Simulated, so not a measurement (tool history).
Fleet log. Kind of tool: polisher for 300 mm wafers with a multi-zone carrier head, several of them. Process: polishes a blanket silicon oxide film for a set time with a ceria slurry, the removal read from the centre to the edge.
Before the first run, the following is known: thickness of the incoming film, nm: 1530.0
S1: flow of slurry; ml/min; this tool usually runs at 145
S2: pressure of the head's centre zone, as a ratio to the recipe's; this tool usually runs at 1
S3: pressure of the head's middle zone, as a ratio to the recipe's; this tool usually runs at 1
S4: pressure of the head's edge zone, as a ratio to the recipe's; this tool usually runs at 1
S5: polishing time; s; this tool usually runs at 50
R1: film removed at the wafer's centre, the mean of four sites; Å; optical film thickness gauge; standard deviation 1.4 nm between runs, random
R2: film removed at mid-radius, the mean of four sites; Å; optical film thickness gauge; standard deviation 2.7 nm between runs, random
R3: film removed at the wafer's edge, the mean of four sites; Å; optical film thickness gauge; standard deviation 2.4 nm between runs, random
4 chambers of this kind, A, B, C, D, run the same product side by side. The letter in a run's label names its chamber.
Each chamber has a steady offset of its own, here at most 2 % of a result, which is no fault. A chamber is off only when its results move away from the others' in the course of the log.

{"run": "1B", "hour": 4.7, "S1": 145, "S2": 1, "S3": 1, "S4": 1, "S5": 50, "R1": 1856.3, "R2": 1850, "R3": 1808.5}
{"run": "2A", "hour": 9.1, "S1": 145, "S2": 1, "S3": 1, "S4": 1, "S5": 50, "R1": 1872.4, "R2": 1880.1, "R3": 1855.1}
{"run": "3C", "hour": 14.1, "S1": 145, "S2": 1, "S3": 1, "S4": 1, "S5": 50, "R1": 1878.3, "R2": 1834.8, "R3": 1864.3}
{"run": "4D", "hour": 19.1, "S1": 145, "S2": 1, "S3": 1, "S4": 1, "S5": 50, "R1": 1848.7, "R2": 1839.9, "R3": 1824.6}
{"run": "5B", "hour": 25.4, "S1": 145, "S2": 1, "S3": 1, "S4": 1, "S5": 50, "R1": 1835.7, "R2": 1858.1, "R3": 1839.1}
{"run": "6A", "hour": 29.0, "S1": 145, "S2": 1, "S3": 1, "S4": 1, "S5": 50, "R1": 1850.4, "R2": 1795.3, "R3": 1826.5}
{"run": "7C", "hour": 33.9, "S1": 145, "S2": 1, "S3": 1, "S4": 1, "S5": 50, "R1": 1873.9, "R2": 1832.1, "R3": 1781.3}
{"hour": 34.2, "done": "chamber C: worn pad replaced by a new one"}
{"run": "8D", "hour": 37.9, "S1": 145, "S2": 1, "S3": 1, "S4": 1, "S5": 50, "R1": 1810.5, "R2": 1876.7, "R3": 1789.8}
{"run": "9B", "hour": 44.9, "S1": 145, "S2": 1, "S3": 1, "S4": 1, "S5": 50, "R1": 1841.9, "R2": 1828, "R3": 1860.4}
{"run": "10D", "hour": 52.6, "S1": 145, "S2": 1, "S3": 1, "S4": 1, "S5": 50, "R1": 1844.9, "R2": 1868.2, "R3": 1820}
{"run": "11C", "hour": 57.0, "S1": 145, "S2": 1, "S3": 1, "S4": 1, "S5": 50, "R1": 1863.6, "R2": 1867, "R3": 1864.3}
{"run": "12A", "hour": 60.9, "S1": 145, "S2": 1, "S3": 1, "S4": 1, "S5": 50, "R1": 1835.3, "R2": 1807.4, "R3": 1824.3}
{"run": "13B", "hour": 67.6, "S1": 145, "S2": 1, "S3": 1, "S4": 1, "S5": 50, "R1": 1840.7, "R2": 1838, "R3": 1792.1}
{"hour": 72.4, "done": "chamber A: worn pad replaced by a new one"}
{"run": "14C", "hour": 73.6, "S1": 145, "S2": 1, "S3": 0.89, "S4": 1, "S5": 35, "R1": 1313.6, "R2": 1160.1, "R3": 1273.5}
{"run": "15D", "hour": 78.6, "S1": 145, "S2": 1, "S3": 0.89, "S4": 1, "S5": 35, "R1": 1249.9, "R2": 1132.2, "R3": 1253.7}
{"hour": 81.2, "done": "chamber B: worn pad replaced by a new one"}
{"run": "16A", "hour": 86.0, "S1": 145, "S2": 1, "S3": 0.89, "S4": 1, "S5": 35, "R1": 1294.5, "R2": 1134.1, "R3": 1337.2}
{"run": "17A", "hour": 93.4, "S1": 145, "S2": 1, "S3": 0.89, "S4": 1, "S5": 35, "R1": 1286.4, "R2": 1146.6, "R3": 1291.8}
{"run": "18C", "hour": 100.4, "S1": 145, "S2": 1, "S3": 1, "S4": 1, "S5": 50, "R1": 1882.9, "R2": 1817, "R3": 1867.2}
{"run": "19B", "hour": 107.1, "S1": 145, "S2": 1, "S3": 1, "S4": 1, "S5": 50, "R1": 1863, "R2": 1865.8, "R3": 1828.8}
{"hour": 107.7, "done": "chamber D: edge zone pressure recalibrated"}
{"hour": 109.7, "done": "chamber B: centre zone pressure recalibrated"}
{"hour": 113.0, "done": "chamber C: worn pad replaced by a new one"}
{"run": "20D", "hour": 113.0, "S1": 145, "S2": 1, "S3": 1, "S4": 1, "S5": 50, "R1": 1735.8, "R2": 1745.1, "R3": 1697.1}
{"run": "21D", "hour": 117.3, "S1": 145, "S2": 1, "S3": 1, "S4": 1, "S5": 50, "R1": 1725.7, "R2": 1731.2, "R3": 1705.8}
{"run": "22B", "hour": 120.8, "S1": 145, "S2": 1, "S3": 1, "S4": 1, "S5": 50, "R1": 1875.8, "R2": 1866.5, "R3": 1811}
{"run": "23A", "hour": 125.8, "S1": 170, "S2": 1, "S3": 1, "S4": 1, "S5": 50, "R1": 1895.5, "R2": 1870.7, "R3": 1884.3}
{"run": "24C", "hour": 131.5, "S1": 170, "S2": 1, "S3": 1, "S4": 1, "S5": 50, "R1": 1952.7, "R2": 1885.5, "R3": 1892.6}
{"run": "25B", "hour": 138.4, "S1": 170, "S2": 1, "S3": 1, "S4": 1, "S5": 50, "R1": 1914.6, "R2": 1923.5, "R3": 1871.3}
{"run": "26D", "hour": 143.6, "S1": 170, "S2": 1, "S3": 1, "S4": 1, "S5": 50, "R1": 1737.1, "R2": 1748.9, "R3": 1742.2}
{"run": "27C", "hour": 148.5, "S1": 145, "S2": 1, "S3": 1, "S4": 1, "S5": 50, "R1": 1872.5, "R2": 1837.9, "R3": 1838.9}
{"run": "28A", "hour": 155.6, "S1": 145, "S2": 1, "S3": 1, "S4": 1, "S5": 50, "R1": 1853.1, "R2": 1808.6, "R3": 1846.3}

What goes on in this fleet: one chamber off, a drifting gauge, or nothing beyond the chambers' own small offsets? Name the chamber and the cause, if any.

Little by little, chamber D moves away from the other chambers.
Cause: removal rate lost through wear of the pad, % = 9.02.
With only this log, it may be confused with: slurry flow missing at the pad, %.

Which of the 4 candidates below, each the usual settings with something changed and its results left as question marks, puts chamber D back in line with what the other chambers give on the usual settings?
In-line tolerance around the mean of the other chambers on the usual settings: R1 48 Å; R2 95 Å; R3 85 Å
{"run": "29D-1", "hour": 161.3, "S1": 145, "S2": 1, "S3": 1, "S4": 1, "S5": 48, "R1": "?", "R2": "?", "R3": "?"}
{"run": "29D-2", "hour": 161.3, "S1": 145, "S2": 1.01, "S3": 0.99, "S4": 1.01, "S5": 55, "R1": "?", "R2": "?", "R3": "?"}
{"run": "29D-3", "hour": 161.3, "S1": 145, "S2": 0.99, "S3": 1.01, "S4": 0.99, "S5": 45, "R1": "?", "R2": "?", "R3": "?"}
{"run": "29D-4", "hour": 161.3, "S1": 145, "S2": 1, "S3": 1, "S4": 1, "S5": 53, "R1": "?", "R2": "?", "R3": "?"}

Average result of the remaining chambers running the usual settings: R1 1861.6 Å; R2 1840.7 Å; R3 1844.3 Å
run=29D-1 R1=1593.3 R2=1599.4 R3=1598
run=29D-2 R1=1845.2 R2=1815.6 R3=1841
run=29D-3 R1=1477.7 R2=1513.4 R3=1489.9
run=29D-4 R1=1759.2 R2=1766 R3=1764.4
29D-2 brings the chamber back in line.

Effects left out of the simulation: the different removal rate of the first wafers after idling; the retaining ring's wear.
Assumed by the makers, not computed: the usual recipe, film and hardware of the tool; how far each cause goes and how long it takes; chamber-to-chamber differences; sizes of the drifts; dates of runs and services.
